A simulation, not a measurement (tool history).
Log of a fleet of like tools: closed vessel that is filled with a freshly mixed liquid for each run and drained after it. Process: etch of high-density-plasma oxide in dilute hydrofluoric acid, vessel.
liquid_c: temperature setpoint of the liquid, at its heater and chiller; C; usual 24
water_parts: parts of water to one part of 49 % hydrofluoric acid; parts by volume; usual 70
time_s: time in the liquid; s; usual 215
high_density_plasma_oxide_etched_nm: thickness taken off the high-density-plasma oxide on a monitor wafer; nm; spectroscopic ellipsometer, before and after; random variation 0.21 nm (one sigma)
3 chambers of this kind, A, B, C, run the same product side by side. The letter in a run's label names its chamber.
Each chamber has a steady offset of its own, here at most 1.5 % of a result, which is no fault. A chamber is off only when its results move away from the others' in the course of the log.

| run | day | liquid_c | water_parts | time_s | hours since the thermometer was replaced | hours since the hydrofluoric acid flow meter was replaced | read-back film thickness of the high-density-plasma oxide reference wafer, read on the same gauge (nm) | high_density_plasma_oxide_etched_nm |
|---|---|---|---|---|---|---|---|---|
| 1B | 0.388 | 24 | 70 | 215 | 279.9 | 386.3 | 99.976 | 31.188 |
| 2C | 0.662 | 24 | 70 | 215 | 659.9 | 49.6 | 100.01 | 31.65 |
| 3A | 0.996 | 24 | 70 | 215 | 570.8 | 627.3 | 99.995 | 31.418 |
| 4B | 1.196 | 24 | 70 | 215 | 299.3 | 405.7 | 100.01 | 31.363 |
| 5A | 1.412 | 24 | 70 | 215 | 580.8 | 637.3 | 100.02 | 31.349 |
| 6C | 1.746 | 24 | 70 | 215 | 685.9 | 75.6 | 99.981 | 31.583 |
| 7B | 1.971 | 22 | 70 | 90 | 317.9 | 424.3 | 99.978 | 12.123 |
| 8C | 2.267 | 22 | 70 | 90 | 698.4 | 88.1 | 99.997 | 11.97 |
| 9A | 2.558 | 22 | 70 | 90 | 608.3 | 664.8 | 100.01 | 12.261 |
| 10C | 2.779 | 24 | 70 | 215 | 710.7 | 100.4 | 100.01 | 31.551 |
| 11B | 2.971 | 24 | 70 | 215 | 341.9 | 448.3 | 100.02 | 31.345 |
| 12A | 3.358 | 24 | 70 | 215 | 627.5 | 684 | 100.01 | 32.038 |
| 13B | 3.579 | 24 | 70 | 215 | 356.5 | 462.9 | 99.995 | 31.028 |
| 14C | 3.9 | 24 | 70 | 215 | 737.6 | 127.3 | 100 | 31.375 |
| 15A | 4.121 | 24 | 70 | 215 | 645.8 | 702.3 | 99.98 | 31.469 |
|  | 4.212 | chamber A: hydrofluoric acid flow meter replaced |
| 16A | 4.396 | 24 | 70 | 215 | 652.4 | 4.4 | 99.989 | 31.33 |
| 17B | 4.717 | 24 | 70 | 215 | 383.8 | 490.2 | 100 | 31.395 |
| 18C | 4.933 | 24 | 70 | 215 | 762.4 | 152.1 | 100.01 | 31.896 |
| 19A | 5.258 | 21.5 | 70 | 215 | 673.1 | 25.1 | 100.01 | 28.458 |
| 20C | 5.612 | 21.5 | 70 | 215 | 778.7 | 168.4 | 99.988 | 28.766 |
| 21B | 5.938 | 21.5 | 70 | 215 | 413.1 | 519.5 | 99.977 | 27.977 |
| 22A | 6.217 | 24 | 70 | 215 | 696.1 | 48.1 | 100.01 | 31.346 |
| 23C | 6.596 | 24 | 70 | 215 | 802.3 | 192 | 100.01 | 32.598 |
| 24B | 6.933 | 24 | 70 | 215 | 437 | 543.4 | 99.982 | 31.423 |
| 25C | 7.358 | 24 | 70 | 215 | 820.6 | 210.3 | 99.991 | 32.445 |
| 26A | 7.771 | 24 | 70 | 215 | 733.4 | 85.4 | 100.03 | 31.562 |
| 27B | 8.029 | 24 | 70 | 215 | 463.3 | 569.7 | 100.01 | 31.486 |
| 28A | 8.267 | 24 | 70 | 215 | 745.3 | 97.3 | 99.993 | 31.585 |
| 29C | 8.592 | 24 | 70 | 215 | 850.2 | 239.9 | 100 | 32.908 |
| 30B | 8.962 | 24 | 70 | 215 | 485.7 | 592.1 | 99.998 | 31.237 |
| 31A | 9.183 | 24 | 70 | 215 | 767.3 | 119.3 | 100.02 | 31.291 |
| 32B | 9.612 | 24 | 70 | 215 | 501.3 | 607.7 | 99.978 | 31.103 |
| 33C | 9.954 | 24 | 70 | 215 | 882.9 | 272.6 | 99.996 | 34.164 |
| 34C | 10.158 | 24 | 70 | 215 | 887.8 | 277.5 | 99.994 | 34.224 |
| 35B | 10.408 | 24 | 70 | 215 | 520.4 | 626.8 | 100.03 | 31.065 |
| 36A | 10.783 | 24 | 70 | 215 | 805.7 | 157.7 | 99.995 | 31.774 |
| 37A | 11.042 | 24 | 70 | 215 | 811.9 | 163.9 | 100.02 | 31.379 |
| 38B | 11.379 | 24 | 85 | 215 | 543.7 | 650.1 | 99.989 | 25.066 |

All 3 chambers run these settings next. Forecast each chamber's results:
| 39A | 11.688 | 24 | 85 | 215 |  |  |  | ? |
| 39B | 11.688 | 24 | 85 | 215 |  |  |  | ? |
| 39C | 11.688 | 24 | 85 | 215 |  |  |  | ? |

| run | high_density_plasma_oxide_etched_nm |
|---|---|
| 39A | 25.736 |
| 39B | 25.389 |
| 39C | 27.774 |

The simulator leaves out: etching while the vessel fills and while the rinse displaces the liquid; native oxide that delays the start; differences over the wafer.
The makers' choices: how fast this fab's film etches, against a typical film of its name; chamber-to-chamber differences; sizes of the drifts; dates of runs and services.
